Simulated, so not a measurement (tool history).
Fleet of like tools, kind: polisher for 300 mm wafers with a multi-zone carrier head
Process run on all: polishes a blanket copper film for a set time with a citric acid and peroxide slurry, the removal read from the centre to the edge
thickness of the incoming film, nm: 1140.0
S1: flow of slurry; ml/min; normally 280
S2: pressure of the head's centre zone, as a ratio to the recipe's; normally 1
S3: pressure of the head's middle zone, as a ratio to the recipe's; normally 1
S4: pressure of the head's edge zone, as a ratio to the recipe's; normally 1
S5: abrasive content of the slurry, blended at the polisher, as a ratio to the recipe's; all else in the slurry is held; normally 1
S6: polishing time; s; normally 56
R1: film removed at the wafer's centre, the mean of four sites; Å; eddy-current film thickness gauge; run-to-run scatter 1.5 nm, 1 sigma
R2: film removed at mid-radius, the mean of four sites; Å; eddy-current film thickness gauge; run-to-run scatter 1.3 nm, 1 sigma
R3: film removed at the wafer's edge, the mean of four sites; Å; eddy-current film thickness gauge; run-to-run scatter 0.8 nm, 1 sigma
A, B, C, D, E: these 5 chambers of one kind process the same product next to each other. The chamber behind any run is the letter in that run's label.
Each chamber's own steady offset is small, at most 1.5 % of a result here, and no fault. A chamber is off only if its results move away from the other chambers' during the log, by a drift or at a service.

run     day   S1  S2  S3    S4  S5  S6      R1      R2      R3
 1E   0.329  280   1   1     1   1  56  1297.8  1282.8  1292.2
 2C   0.658  280   1   1     1   1  56  1291.7  1312.4  1284.8
      0.783  -- chamber B: worn pad replaced by a new one
 3D   0.933  280   1   1     1   1  56  1292.1  1293.1  1308.9
 4A     1.3  280   1   1     1   1  56  1283.2  1309.4  1297.9
 5B   1.621  280   1   1     1   1  56  1292.1  1292.3  1294.5
      1.662  -- chamber A: worn pad replaced by a new one
 6C   2.162  280   1   1     1   1  56  1315.6  1309.7  1296.1
      2.233  -- chamber C: centre zone pressure recalibrated
      2.321  -- chamber E: slurry nozzle cleaned
 7D   2.504  280   1   1     1   1  56  1274.4  1301.5  1304.5
 8B   3.012  280   1   1     1   1  56  1305.5  1307.3  1297.7
      3.246  -- chamber C: worn pad replaced by a new one
      3.304  -- chamber E: worn pad replaced by a new one
 9A   3.417  280   1   1     1   1  56  1303.9  1302.3  1301.2
10E   3.708  280   1   1     1   1  56  1251.4  1300.5  1286.6
      3.979  -- chamber E: edge zone pressure recalibrated
11A   4.204  280   1   1     1   1  56  1298.7  1294.2  1299.9
12B   4.738  280   1   1     1   1  56  1286.8  1321.4  1302.7
13D   5.129  280   1   1  1.12   1  41  940.02   969.5  1009.7
14C   5.483  280   1   1  1.12   1  41  967.84  946.68  988.13
      5.488  -- chamber D: worn pad replaced by a new one
      5.612  -- chamber B: worn pad replaced by a new one
15E   5.921  280   1   1  1.12   1  41   944.5  961.04  997.04
16C   6.329  280   1   1  1.12   1  41  957.25   939.9  998.84
17D   6.746  280   1   1  1.12   1  41  944.42  948.24  1012.5
      6.917  -- chamber B: centre zone pressure recalibrated
      7.175  -- chamber A: worn pad replaced by a new one
18A   7.183  280   1   1     1   1  56  1290.9  1301.4  1304.4
      7.392  -- chamber E: worn pad replaced by a new one
19B   7.471  280   1   1     1   1  56  1302.3  1308.2  1304.4
      7.575  -- chamber D: edge zone pressure recalibrated
20E   7.962  280   1   1     1   1  56  1295.2  1298.6  1303.5
21C   8.458  280   1   1     1   1  56  1273.3  1308.7  1290.4
      8.546  -- chamber C: worn pad replaced by a new one
      8.604  -- chamber A: edge zone pressure recalibrated
22D   8.883  280   1   1     1   1  56  1275.6  1301.4  1290.5
      8.908  -- chamber D: slurry nozzle cleaned
23B   9.246  280   1   1     1   1  56  1276.7  1294.8  1289.8
24A   9.708  280   1   1     1   1  56  1303.3  1303.8  1287.5
25E  10.204  280   1   1     1   1  56  1274.6  1274.5  1293.7
26B  10.725  280   1   1     1   1  56  1288.7  1319.8  1289.3
     10.754  -- chamber E: worn pad replaced by a new one
     10.883  -- chamber C: slurry nozzle cleaned
     10.892  -- chamber B: worn pad replaced by a new one
27C   11.15  280   1   1     1   1  56  1294.7  1333.9  1292.9
28E  11.642  280   1   1     1   1  56    1248  1291.4  1290.6
     11.754  -- chamber D: worn pad replaced by a new one
29D    12.1  280   1   1     1   1  56    1280  1318.8  1305.5
30A  12.379  240   1   1     1   1  56  1241.1  1283.7  1268.2
31E  12.875  240   1   1     1   1  56  1261.4  1273.8  1280.6
32B  13.171  240   1   1     1   1  56  1290.9  1282.1  1293.3
33D  13.579  240   1   1     1   1  56  1275.6  1279.8  1281.3

Read the log: is a single chamber off, either drifting away or since a service, is the gauge that measures every chamber drifting, or is nothing wrong beyond small per-chamber offsets? Name any odd chamber and what most likely caused it.

No chamber is off and the gauge is stable; the differences are just each chamber's small, constant offset.
